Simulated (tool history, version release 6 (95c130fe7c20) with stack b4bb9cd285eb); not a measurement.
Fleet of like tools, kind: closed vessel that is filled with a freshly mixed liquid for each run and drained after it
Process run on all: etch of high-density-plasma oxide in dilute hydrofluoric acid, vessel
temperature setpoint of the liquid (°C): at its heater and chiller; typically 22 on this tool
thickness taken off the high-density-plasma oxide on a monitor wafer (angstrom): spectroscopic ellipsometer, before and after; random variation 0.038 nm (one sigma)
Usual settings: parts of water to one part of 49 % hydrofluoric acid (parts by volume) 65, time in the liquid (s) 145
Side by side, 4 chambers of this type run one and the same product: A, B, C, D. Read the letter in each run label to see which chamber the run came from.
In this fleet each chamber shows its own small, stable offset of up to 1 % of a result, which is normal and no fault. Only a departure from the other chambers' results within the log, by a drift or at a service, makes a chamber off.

run,day,temperature setpoint of the liquid (°C),parts of water to one part of 49 % hydrofluoric acid (parts by volume),time in the liquid (s),"read-back film thickness of the high-density-plasma oxide reference wafer, read on the same gauge (nm)",thickness taken off the high-density-plasma oxide on a monitor wafer (angstrom)
1C,0.517,22,65,145,30.028,109.04
2D,0.808,22,65,145,29.988,108.34
# day 1.246: chamber B: hydrofluoric acid flow meter replaced
3B,1.388,22,65,145,29.966,108.25
4A,1.9,22,65,145,30.047,109.77
5B,2.388,22,65,145,29.968,108.56
6A,2.8,22,65,145,30.004,110.26
7C,3.254,22,65,145,30.001,109.7
8D,3.625,22,65,145,30.018,108.87
9C,4.133,22,65,145,29.993,109.1
10D,4.712,22,65,145,29.998,109.04
11A,5.025,22,65,145,30.005,109.47
12B,5.508,22,65,145,29.972,108.61
13D,5.975,22,65,145,30.032,109.32
14C,6.433,22,65,145,29.973,109.61
15B,6.992,22,65,145,29.995,108.38
16A,7.529,22,65,145,29.976,110.04
17D,7.946,22,65,145,29.987,109.27
18B,8.375,22,65,145,29.979,109
19A,8.854,22,65,145,29.951,109.3
20C,9.362,22,65,145,30.023,109.02
21A,9.912,22,65,145,29.997,109.89
22B,10.292,22,65,145,30.025,109.07
23D,10.629,22,90,145,30.001,77.179
24C,10.958,22,90,145,29.941,76.491
25D,11.404,22,90,145,30.009,76.263
26B,11.842,22,90,145,30.002,75.68
27C,12.45,22,65,145,30.029,109.32
28A,13.079,22,65,145,30.01,109.96
29C,13.708,22,65,145,30.012,110.16
30D,14.142,22,65,145,29.989,108.93
31B,14.688,22,65,145,30.002,109.35

Which is it: a chamber that has drifted or been left off by a service, a gauge drift common to all chambers, or only each chamber's usual small offset? If a chamber is off, name it and its likeliest cause.

All chambers stay in line apart from their small fixed offsets, and the gauge does not drift.
